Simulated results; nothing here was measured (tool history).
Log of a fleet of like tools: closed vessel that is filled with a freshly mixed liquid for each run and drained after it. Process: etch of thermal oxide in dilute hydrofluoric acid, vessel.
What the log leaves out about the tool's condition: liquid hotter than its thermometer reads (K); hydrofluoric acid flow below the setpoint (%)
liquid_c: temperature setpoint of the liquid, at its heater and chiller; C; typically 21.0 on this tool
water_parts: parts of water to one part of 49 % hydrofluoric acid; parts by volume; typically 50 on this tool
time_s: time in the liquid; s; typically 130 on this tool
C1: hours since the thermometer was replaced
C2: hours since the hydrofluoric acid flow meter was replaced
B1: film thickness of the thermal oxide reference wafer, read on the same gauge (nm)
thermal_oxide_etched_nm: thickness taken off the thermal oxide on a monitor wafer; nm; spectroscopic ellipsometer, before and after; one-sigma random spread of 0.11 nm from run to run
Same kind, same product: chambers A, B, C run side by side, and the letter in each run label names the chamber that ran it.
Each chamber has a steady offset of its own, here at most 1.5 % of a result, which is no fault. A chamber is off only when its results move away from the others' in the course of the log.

Run 1A, hour 9.7: usual settings; C1 449.1; C2 46.8; B1 39.981. Result: thermal_oxide_etched_nm 11.2100 nm.
Run 2C, hour 19.5: usual settings; C1 475.2; C2 784.0; B1 40.013. Result: thermal_oxide_etched_nm 11.1290 nm.
Run 3B, hour 25.9: usual settings; C1 1739.1; C2 482.4; B1 39.967. Result: thermal_oxide_etched_nm 11.2840 nm.
Run 4A, hour 36.3: usual settings; C1 475.7; C2 73.4; B1 39.954. Result: thermal_oxide_etched_nm 11.1820 nm.
Run 5B, hour 41.5: usual settings; C1 1754.7; C2 498.0; B1 40.019. Result: thermal_oxide_etched_nm 10.8700 nm.
Run 6C, hour 51.8: usual settings; C1 507.5; C2 816.3; B1 39.993. Result: thermal_oxide_etched_nm 11.0130 nm.
Run 7A, hour 58.4: usual settings but time_s 175 s; C1 497.8; C2 95.5; B1 39.931. Result: thermal_oxide_etched_nm 15.0600 nm.
Run 8B, hour 67.7: usual settings but time_s 175 s; C1 1780.9; C2 524.2; B1 40.065. Result: thermal_oxide_etched_nm 14.8470 nm.
Run 9C, hour 73.6: usual settings but time_s 175 s; C1 529.3; C2 838.1; B1 40.003. Result: thermal_oxide_etched_nm 15.0630 nm.
Run 10A, hour 83.3: usual settings; C1 522.7; C2 120.4; B1 39.989. Result: thermal_oxide_etched_nm 11.1640 nm.
Run 11C, hour 88.1: usual settings; C1 543.8; C2 852.6; B1 40.008. Result: thermal_oxide_etched_nm 11.1200 nm.
Run 12B, hour 98.1: usual settings; C1 1811.3; C2 554.6; B1 40.011. Result: thermal_oxide_etched_nm 11.0170 nm.
Run 13C, hour 105.7: usual settings; C1 561.4; C2 870.2; B1 39.970. Result: thermal_oxide_etched_nm 11.3040 nm.
Run 14B, hour 113.6: usual settings but liquid_c 22.5 C; C1 1826.8; C2 570.1; B1 40.024. Result: thermal_oxide_etched_nm 11.7320 nm.
Run 15A, hour 122.0: usual settings but liquid_c 22.5 C; C1 561.4; C2 159.1; B1 40.014. Result: thermal_oxide_etched_nm 11.9460 nm.
Run 16B, hour 131.2: usual settings but liquid_c 22.5 C; C1 1844.4; C2 587.7; B1 40.028. Result: thermal_oxide_etched_nm 11.9410 nm.
Run 17C, hour 137.7: usual settings; C1 593.4; C2 902.2; B1 39.982. Result: thermal_oxide_etched_nm 11.0980 nm.
Run 18A, hour 147.2: usual settings; C1 586.6; C2 184.3; B1 40.045. Result: thermal_oxide_etched_nm 11.3110 nm.
Run 19A, hour 153.4: usual settings; C1 592.8; C2 190.5; B1 40.016. Result: thermal_oxide_etched_nm 11.3200 nm.
Run 20C, hour 159.8: usual settings; C1 615.5; C2 924.3; B1 40.040. Result: thermal_oxide_etched_nm 11.1520 nm.
Run 21B, hour 167.5: usual settings; C1 1880.7; C2 624.0; B1 39.963. Result: thermal_oxide_etched_nm 11.0150 nm.
Run 22C, hour 175.9: usual settings; C1 631.6; C2 940.4; B1 39.956. Result: thermal_oxide_etched_nm 11.0450 nm.
Run 23B, hour 181.3: usual settings; C1 1894.5; C2 637.8; B1 40.006. Result: thermal_oxide_etched_nm 11.0160 nm.
Run 24A, hour 190.7: usual settings but liquid_c 23.0 C, water_parts 60 parts by volume; C1 630.1; C2 227.8; B1 40.024. Result: thermal_oxide_etched_nm 10.2120 nm.
Run 25B, hour 199.2: usual settings but liquid_c 23.0 C, water_parts 60 parts by volume; C1 1912.4; C2 655.7; B1 40.001. Result: thermal_oxide_etched_nm 9.9474 nm.
Run 26C, hour 207.1: usual settings but liquid_c 23.0 C, water_parts 60 parts by volume; C1 662.8; C2 971.6; B1 39.985. Result: thermal_oxide_etched_nm 10.1880 nm.
Run 27A, hour 215.6: usual settings; C1 655.0; C2 252.7; B1 40.000. Result: thermal_oxide_etched_nm 11.0550 nm.
Run 28B, hour 222.8: usual settings; C1 1936.0; C2 679.3; B1 40.021. Result: thermal_oxide_etched_nm 10.9940 nm.
Run 29C, hour 227.4: usual settings; C1 683.1; C2 991.9; B1 40.030. Result: thermal_oxide_etched_nm 10.9220 nm.
Run 30A, hour 235.2: usual settings; C1 674.6; C2 272.3; B1 40.001. Result: thermal_oxide_etched_nm 11.0400 nm.
Run 31C, hour 243.7: usual settings but water_parts 60 parts by volume; C1 699.4; C2 1008.2; B1 40.032. Result: thermal_oxide_etched_nm 9.2080 nm.
Run 32A, hour 248.4: usual settings but water_parts 60 parts by volume; C1 687.8; C2 285.5; B1 39.993. Result: thermal_oxide_etched_nm 9.2427 nm.
Run 33B, hour 255.3: usual settings but water_parts 60 parts by volume; C1 1968.5; C2 711.8; B1 39.986. Result: thermal_oxide_etched_nm 9.0611 nm.
Run 34B, hour 263.4: usual settings; C1 1976.6; C2 719.9; B1 39.968. Result: thermal_oxide_etched_nm 11.1400 nm.
Run 35C, hour 272.3: usual settings; C1 728.0; C2 1036.8; B1 39.959. Result: thermal_oxide_etched_nm 11.0870 nm.
Run 36A, hour 277.5: usual settings; C1 716.9; C2 314.6; B1 40.012. Result: thermal_oxide_etched_nm 11.3000 nm.
Run 37C, hour 283.5: usual settings but time_s 60 s; C1 739.2; C2 1048.0; B1 39.980. Result: thermal_oxide_etched_nm 5.1519 nm.
Run 38A, hour 294.1: usual settings but time_s 60 s; C1 733.5; C2 331.2; B1 40.019. Result: thermal_oxide_etched_nm 5.2321 nm.

Decide between three cases: one chamber stands off from its peers, the gauge reading all wafers drifts, or nothing is wrong past each chamber's small offset. Where a chamber is off, say which and what most likely put it there.

The fleet is healthy, with each chamber sitting at its usual small offset and no drift in the gauge.
